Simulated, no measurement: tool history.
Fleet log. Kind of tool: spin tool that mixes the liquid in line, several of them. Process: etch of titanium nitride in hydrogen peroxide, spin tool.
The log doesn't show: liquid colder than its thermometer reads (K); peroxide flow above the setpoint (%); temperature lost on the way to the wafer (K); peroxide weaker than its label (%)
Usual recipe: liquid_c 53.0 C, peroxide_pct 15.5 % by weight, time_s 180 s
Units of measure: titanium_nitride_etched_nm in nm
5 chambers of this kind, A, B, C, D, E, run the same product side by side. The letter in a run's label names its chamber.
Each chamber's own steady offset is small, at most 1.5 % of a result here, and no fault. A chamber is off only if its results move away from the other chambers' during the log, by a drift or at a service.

run,hour,liquid_c,peroxide_pct,time_s,hours since the thermometer was replaced,hours since the peroxide flow meter was replaced,hours since the heated supply line was repaired,hours since the drum of peroxide was connected,"read-back film thickness of the titanium nitride reference wafer, read on the same gauge (nm)",titanium_nitride_etched_nm
# hour 4.1: chamber A: peroxide flow meter replaced
1C,13.1,53.0,15.5,180,869.2,562.6,380.1,198.7,59.965,17.663
2E,22.2,53.0,15.5,180,302.9,416.6,1100.6,716.4,59.989,17.560
3A,35.8,53.0,15.5,180,2817.3,31.8,1242.7,321.0,60.003,17.316
4B,44.9,53.0,15.5,180,434.5,260.4,83.7,146.5,60.031,17.493
5D,51.2,53.0,15.5,180,375.9,1213.7,2758.9,594.5,59.969,17.273
6D,60.3,53.0,15.5,180,385.0,1222.8,2768.0,603.6,60.030,17.411
7C,69.5,53.0,18.5,180,925.6,619.0,436.5,255.1,59.999,18.280
8E,77.8,53.0,18.5,180,358.5,472.2,1156.2,772.0,59.967,18.128
9B,87.6,53.0,18.5,180,477.2,303.1,126.4,189.2,60.002,18.093
10A,100.8,53.0,18.5,180,2882.3,96.8,1307.7,386.0,60.042,18.207
11B,113.0,53.0,18.5,180,502.6,328.5,151.8,214.6,59.987,18.248
12D,123.5,53.0,13.5,180,448.2,1286.0,2831.2,666.8,59.984,16.765
# hour 127.7: chamber A: heated supply line repaired
# hour 129.2: chamber E: heated supply line repaired
13C,131.2,53.0,13.5,180,987.3,680.7,498.2,316.8,59.977,17.018
# hour 134.4: chamber C: new drum of peroxide connected
14E,143.8,53.0,13.5,180,424.5,538.2,14.6,838.0,59.985,16.898
15A,151.5,53.0,13.5,180,2933.0,147.5,23.8,436.7,59.969,16.911
16E,162.0,53.0,13.5,180,442.7,556.4,32.8,856.2,60.033,17.077
17A,168.7,53.0,15.5,180,2950.2,164.7,41.0,453.9,60.000,17.431
18C,177.9,53.0,15.5,180,1034.0,727.4,544.9,43.6,60.013,17.594
19D,190.6,53.0,15.5,180,515.3,1353.1,2898.3,733.9,59.957,17.149
20B,198.5,53.0,15.5,180,588.1,414.0,237.3,300.1,60.006,17.596
21A,209.5,53.0,15.5,180,2991.0,205.5,81.8,494.7,60.000,17.467
# hour 214.7: chamber D: new drum of peroxide connected
22D,221.1,53.0,15.5,180,545.8,1383.6,2928.8,6.5,59.987,17.089
23E,227.8,53.0,15.5,180,508.5,622.2,98.6,922.0,60.013,17.361
24B,235.6,53.0,15.5,180,625.2,451.1,274.4,337.2,60.005,17.592
25C,244.8,53.0,15.5,180,1100.9,794.3,611.8,110.5,59.985,17.660
26C,250.8,53.0,15.5,180,1106.9,800.3,617.8,116.5,59.982,17.745
# hour 258.8: chamber C: thermometer replaced
27B,261.1,46.5,17.0,180,650.7,476.6,299.9,362.7,59.986,11.123
# hour 265.0: chamber B: thermometer replaced
28A,269.5,46.5,17.0,180,3051.0,265.5,141.8,554.7,60.009,11.284
29D,278.5,46.5,17.0,180,603.2,1441.0,2986.2,63.9,60.038,10.806
# hour 279.1: chamber E: new drum of peroxide connected
30E,290.9,46.5,17.0,180,571.6,685.3,161.7,11.8,59.995,11.217
31D,298.0,46.5,17.0,180,622.7,1460.5,3005.7,83.4,60.039,10.742
# hour 302.1: chamber A: thermometer replaced
32E,305.9,53.0,15.5,180,586.6,700.3,176.7,26.8,59.995,17.575
33B,314.0,53.0,15.5,180,49.0,529.5,352.8,415.6,60.007,17.454
34A,327.4,53.0,15.5,180,25.3,323.4,199.7,612.6,59.952,17.560
35C,339.2,53.0,15.5,180,80.4,888.7,706.2,204.9,59.985,17.658
# hour 346.0: chamber A: new drum of peroxide connected
36C,349.1,53.0,15.5,180,90.3,898.6,716.1,214.8,60.035,17.514
37A,362.1,53.0,15.5,180,60.0,358.1,234.4,16.2,59.951,17.344

Predict what each chamber gives when all 5 of them run the settings below next.
38A,372.0,53.0,15.5,180,,,,,,?
38B,372.0,53.0,15.5,180,,,,,,?
38C,372.0,53.0,15.5,180,,,,,,?
38D,372.0,53.0,15.5,180,,,,,,?
38E,372.0,53.0,15.5,180,,,,,,?

run,titanium_nitride_etched_nm
38A,17.536
38B,17.569
38C,17.589
38D,16.713
38E,17.529
